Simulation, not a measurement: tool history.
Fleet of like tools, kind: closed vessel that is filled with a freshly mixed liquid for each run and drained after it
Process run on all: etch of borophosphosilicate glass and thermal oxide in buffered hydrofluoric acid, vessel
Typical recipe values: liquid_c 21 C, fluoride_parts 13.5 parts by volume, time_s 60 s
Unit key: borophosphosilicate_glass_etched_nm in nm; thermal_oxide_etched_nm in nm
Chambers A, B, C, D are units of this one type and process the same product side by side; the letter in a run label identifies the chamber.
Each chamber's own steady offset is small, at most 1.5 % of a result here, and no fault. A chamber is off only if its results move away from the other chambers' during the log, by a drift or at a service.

run,hour,liquid_c,fluoride_parts,time_s,"read-back film thickness of the borophosphosilicate glass reference wafer, read on the same gauge (nm)","read-back film thickness of the thermal oxide reference wafer, read on the same gauge (nm)",borophosphosilicate_glass_etched_nm,thermal_oxide_etched_nm
1B,12.1,21,13.5,60,70.035,110.01,64.853,44.573
2D,19.2,21,13.5,60,70.008,110.04,63.811,44.355
3A,27.3,21,13.5,60,70.004,110.01,63.561,44.594
# hour 33.8: chamber D: thermometer replaced
4C,39,21,13.5,60,69.991,109.98,64.677,44.103
5C,50.1,21,13.5,60,70,110.02,63.936,44.949
6A,57.5,21,13.5,60,69.984,110.01,63.781,43.955
7D,70.3,21,13.5,60,69.992,109.96,64.605,43.837
8B,81.7,21,13.5,60,69.996,110,64.997,44.412
9C,92.5,21,13.5,60,70.026,109.98,64.316,44.406
10A,99,21,13.5,60,70.001,110.01,63.735,44.119
11B,104.7,21,13.5,60,70.009,109.97,65.737,44.78
12D,114.9,21,13.5,60,69.971,110.07,64.076,44.116
13B,126.5,21,13.5,60,69.993,110,65.459,44.723
14A,134.1,21,13.5,40,69.976,110,42.493,29.438
15C,142.6,21,13.5,40,69.988,110,43.369,29.551
16D,149.8,21,13.5,40,69.993,110.06,42.732,29.303
17C,158.9,21,13.5,40,70.011,109.99,42.907,29.875
18D,166.9,21,13.5,60,70.039,110.05,64.228,44.319
19A,178.7,21,13.5,60,69.986,110.02,63.479,44.251
20B,184.6,21,13.5,60,69.996,109.99,65.25,44.954
21D,195,21,13.5,60,70.002,109.97,63.81,44.067
22B,203.4,21,13.5,60,69.998,110.04,65.303,45.137
23C,211.6,21,13.5,60,70.006,110.03,64.349,44.437
24A,224.3,21,13.5,60,69.991,109.95,63.895,44.469
25B,237.1,18.5,13.5,60,69.987,110.04,56.674,38.978
26A,248.9,18.5,13.5,60,69.983,109.98,55.433,38.778
27C,258.3,18.5,13.5,60,70.017,110.03,56.234,39.334
28D,265.9,18.5,13.5,60,70.013,109.98,56.425,38.582
29A,275.5,21,13.5,60,69.984,109.96,64.479,44.356
30D,284.3,21,13.5,60,69.98,110.07,64.618,44.537
31C,290.9,21,13.5,60,70.016,109.98,64.463,43.925
32B,297.1,21,13.5,60,70.013,109.95,64.941,44.667
33C,308.5,21,13.5,60,70.033,109.98,64.581,44.486
34B,315.3,21,13.5,60,69.998,110.03,65.15,44.596
35A,322.5,21,13.5,60,70.028,110.06,63.936,45.009
36D,332.9,21,13.5,60,69.998,109.96,64.352,44.114

What goes on in this fleet: one chamber off, a drifting gauge, or nothing beyond the chambers' own small offsets? Name the chamber and the cause, if any.

Nothing is wrong: each chamber keeps only its own small, steady offset and the gauge holds still.
